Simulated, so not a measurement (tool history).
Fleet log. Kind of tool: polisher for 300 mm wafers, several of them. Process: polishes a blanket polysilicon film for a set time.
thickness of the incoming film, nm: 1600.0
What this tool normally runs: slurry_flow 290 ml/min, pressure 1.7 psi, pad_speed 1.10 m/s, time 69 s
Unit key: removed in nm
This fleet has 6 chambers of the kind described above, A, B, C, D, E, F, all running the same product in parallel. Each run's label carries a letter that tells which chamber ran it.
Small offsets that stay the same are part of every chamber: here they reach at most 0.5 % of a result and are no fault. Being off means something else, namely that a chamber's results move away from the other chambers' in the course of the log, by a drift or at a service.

run   hour  slurry_flow  pressure  pad_speed  time  removed
 1F   12.4          290       1.7       1.10    69   308.10
 2B   18.6          290       1.7       1.10    69   310.55
      20.5  -- chamber B: worn pad replaced by a new one
 3E   25.0          290       1.7       1.10    69   314.77
 4D   37.7          290       1.7       1.10    69   309.73
      45.0  -- chamber D: worn pad replaced by a new one
 5C   50.9          290       1.7       1.10    69   309.48
      59.6  -- chamber E: worn pad replaced by a new one
 6A   62.2          290       1.7       1.24    69   353.28
 7B   75.8          290       1.7       1.24    69   350.27
      81.3  -- chamber A: worn pad replaced by a new one
 8A   84.5          290       1.7       1.24    69   352.75
 9C   94.4          290       1.7       1.24    69   345.16
10D  101.5          290       1.7       1.24    69   347.68
     104.0  -- chamber F: worn pad replaced by a new one
11E  111.8          290       1.7       1.24    69   350.28
12F  120.5          290       1.4       1.10    69   251.59
13F  126.7          290       1.4       1.10    69   251.82
     130.8  -- chamber B: head pressure recalibrated
14D  139.5          290       1.4       1.10    69   252.50
     139.9  -- chamber D: worn pad replaced by a new one
15A  153.1          290       1.4       1.10    69   255.20
     155.1  -- chamber C: worn pad replaced by a new one
     155.8  -- chamber A: worn pad replaced by a new one
16E  160.2          290       1.4       1.10    69   253.15
     166.9  -- chamber B: slurry nozzle cleaned
17B  169.4          290       1.4       1.10    69   254.11
     169.7  -- chamber E: worn pad replaced by a new one
18C  177.7          290       1.7       1.10    69   304.66
     180.9  -- chamber F: head pressure recalibrated
19D  188.2          290       1.7       1.28    69   362.26
     200.3  -- chamber B: worn pad replaced by a new one
20A  200.4          290       1.7       1.28    69   364.07
21B  213.2          290       1.7       1.28    69   360.70
22C  223.1          290       1.7       1.28    69   355.07
23E  234.7          290       1.7       1.28    69   359.00
     235.2  -- chamber D: worn pad replaced by a new one
     236.9  -- chamber D: head pressure recalibrated
     238.4  -- chamber A: worn pad replaced by a new one
24F  247.1          290       1.7       1.28    69   372.74
25A  253.7          290       1.7       1.10    69   304.68
26C  262.3          290       1.7       1.10    69   302.94
27D  268.2          290       1.7       1.10    69   311.12
     277.2  -- chamber F: worn pad replaced by a new one
28B  278.2          290       1.7       1.10    69   310.84
     281.3  -- chamber E: worn pad replaced by a new one
29E  285.3          290       1.7       1.10    69   305.44
     288.5  -- chamber F: slurry nozzle cleaned
30F  293.6          290       1.7       1.10    69   323.38
31E  303.9          290       1.7       1.10    69   309.74
     312.1  -- chamber A: worn pad replaced by a new one
32D  315.1          290       1.7       1.10    69   314.43
33F  324.8          330       1.7       1.10    78   375.13
     329.8  -- chamber C: worn pad replaced by a new one
34C  334.5          330       1.7       1.10    78   354.90
35A  347.6          330       1.7       1.10    78   354.63
     352.0  -- chamber D: worn pad replaced by a new one
36B  359.1          330       1.7       1.10    78   351.31
     365.8  -- chamber E: slurry nozzle cleaned
37D  366.1          330       1.7       1.10    78   351.94
     373.2  -- chamber B: worn pad replaced by a new one
38E  374.7          330       1.7       1.10    78   352.87
39C  386.6          290       1.7       1.10    69   304.99
40A  393.9          290       1.7       1.10    69   307.68
41B  403.3          290       1.7       1.10    69   308.89
42F  413.4          290       1.7       1.10    69   317.20
43D  423.5          290       1.7       1.10    69   310.65

For the next run the whole fleet of 6 chambers uses the same settings. Give each chamber's results:
44A  433.2          290       1.7       1.10    69        ?
44B  433.2          290       1.7       1.10    69        ?
44C  433.2          290       1.7       1.10    69        ?
44D  433.2          290       1.7       1.10    69        ?
44E  433.2          290       1.7       1.10    69        ?
44F  433.2          290       1.7       1.10    69        ?

run  removed
44A   309.03
44B   308.95
44C   309.53
44D   308.87
44E   310.91
44F   317.72

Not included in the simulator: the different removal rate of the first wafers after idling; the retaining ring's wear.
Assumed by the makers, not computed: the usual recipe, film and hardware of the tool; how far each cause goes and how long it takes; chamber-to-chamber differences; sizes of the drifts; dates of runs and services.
